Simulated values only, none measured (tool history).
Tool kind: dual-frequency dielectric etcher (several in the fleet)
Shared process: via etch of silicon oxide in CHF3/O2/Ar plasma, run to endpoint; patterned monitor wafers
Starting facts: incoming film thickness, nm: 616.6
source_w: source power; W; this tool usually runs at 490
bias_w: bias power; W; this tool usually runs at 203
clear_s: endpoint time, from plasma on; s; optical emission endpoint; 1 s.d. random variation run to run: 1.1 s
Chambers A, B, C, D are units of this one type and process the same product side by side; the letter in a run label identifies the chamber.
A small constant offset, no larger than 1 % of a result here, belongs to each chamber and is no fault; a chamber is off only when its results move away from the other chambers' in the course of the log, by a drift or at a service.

run   hour  source_w  bias_w  hours since the last wet clean  hours since the last source power generator calibration  hours since the last bias power generator calibration  clear_s
 1B    9.3       490     203                           236.8                                                     2119                                                 1376.4    324.9
 2A   22.7       490     203                           435.4                                                   1992.9                                                   3552   325.75
 3D     34       490     203                           252.1                                                   1226.6                                                 3539.4   324.13
 4C   40.6       490     203                             151                                                   3566.2                                                 1169.5    320.8
 5C   47.6       490     203                             158                                                   3573.2                                                 1176.5   322.95
 6B   61.4       490     203                           288.9                                                   2171.1                                                 1428.5   322.91
 7D   75.1       490     203                           293.2                                                   1267.7                                                 3580.5    322.9
 8A   87.4       490     203                           500.1                                                   2057.6                                                 3616.7   325.15
 9A   96.6       490     203                           509.3                                                   2066.8                                                 3625.9   326.16
10D  110.9       490     203                             329                                                   1303.5                                                 3616.3   325.12
11B  118.6       490     203                           346.1                                                   2228.3                                                 1485.7   321.97
12C  131.4       490     203                           241.8                                                     3657                                                 1260.3   322.06
13B  141.8       490     203                           369.3                                                   2251.5                                                 1508.9   323.91
     152.2  -- chamber A: wet clean of the chamber
14C  152.7       490     203                           263.1                                                   3678.3                                                 1281.6   320.86
     163.6  -- chamber C: source power generator calibrated
15D  164.2       490     203                           382.3                                                   1356.8                                                 3669.6   324.07
       166  -- chamber D: wet clean of the chamber
16A    174       490     203                            21.8                                                   2144.2                                                 3703.3   325.85
17A  187.7       490     203                            35.5                                                   2157.9                                                   3717   326.19
18B  201.7       490     203                           429.2                                                   2311.4                                                 1568.8   323.31
19C    215       530     203                           325.4                                                     51.4                                                 1343.9   311.53
20D  228.2       530     203                            62.3                                                   1420.8                                                 3733.6   326.27
21C  240.2       530     203                           350.6                                                     76.6                                                 1369.1   312.33
22A  251.8       530     203                            99.6                                                     2222                                                 3781.1    316.4
23B  258.8       490     203                           486.3                                                   2368.5                                                 1625.9   323.59
24D  266.8       490     237                           100.9                                                   1459.4                                                 3772.2   318.31
25A  275.5       490     237                           123.3                                                   2245.7                                                 3804.8   309.53

Is one chamber off against the others, does the gauge drift, or is nothing wrong? If a chamber is off, say which, and what the likeliest cause is.

A service left chamber D off against the others.
Likeliest cause: etch rate under this chamber's usual, % = 3.48.

Which of the 4 candidates below, each the usual settings with something changed and its results left as question marks, puts chamber D back in line with what the other chambers give on the usual settings?
Allowed miss from the other chambers' usual-settings mean, per result, to count as in line: clear_s 3.8 s
26D-1  285.9       480     200                                                                                                                                                        ?
26D-2  285.9       490     182                                                                                                                                                        ?
26D-3  285.9       520     213                                                                                                                                                        ?
26D-4  285.9       500     206                                                                                                                                                        ?

What the other chambers average on the usual settings: clear_s 323.44 s
  run  clear_s
26D-1   340.13
26D-2   348.52
26D-3   322.84
26D-4    331.5
It is 26D-3 that realigns the chamber with its peers.
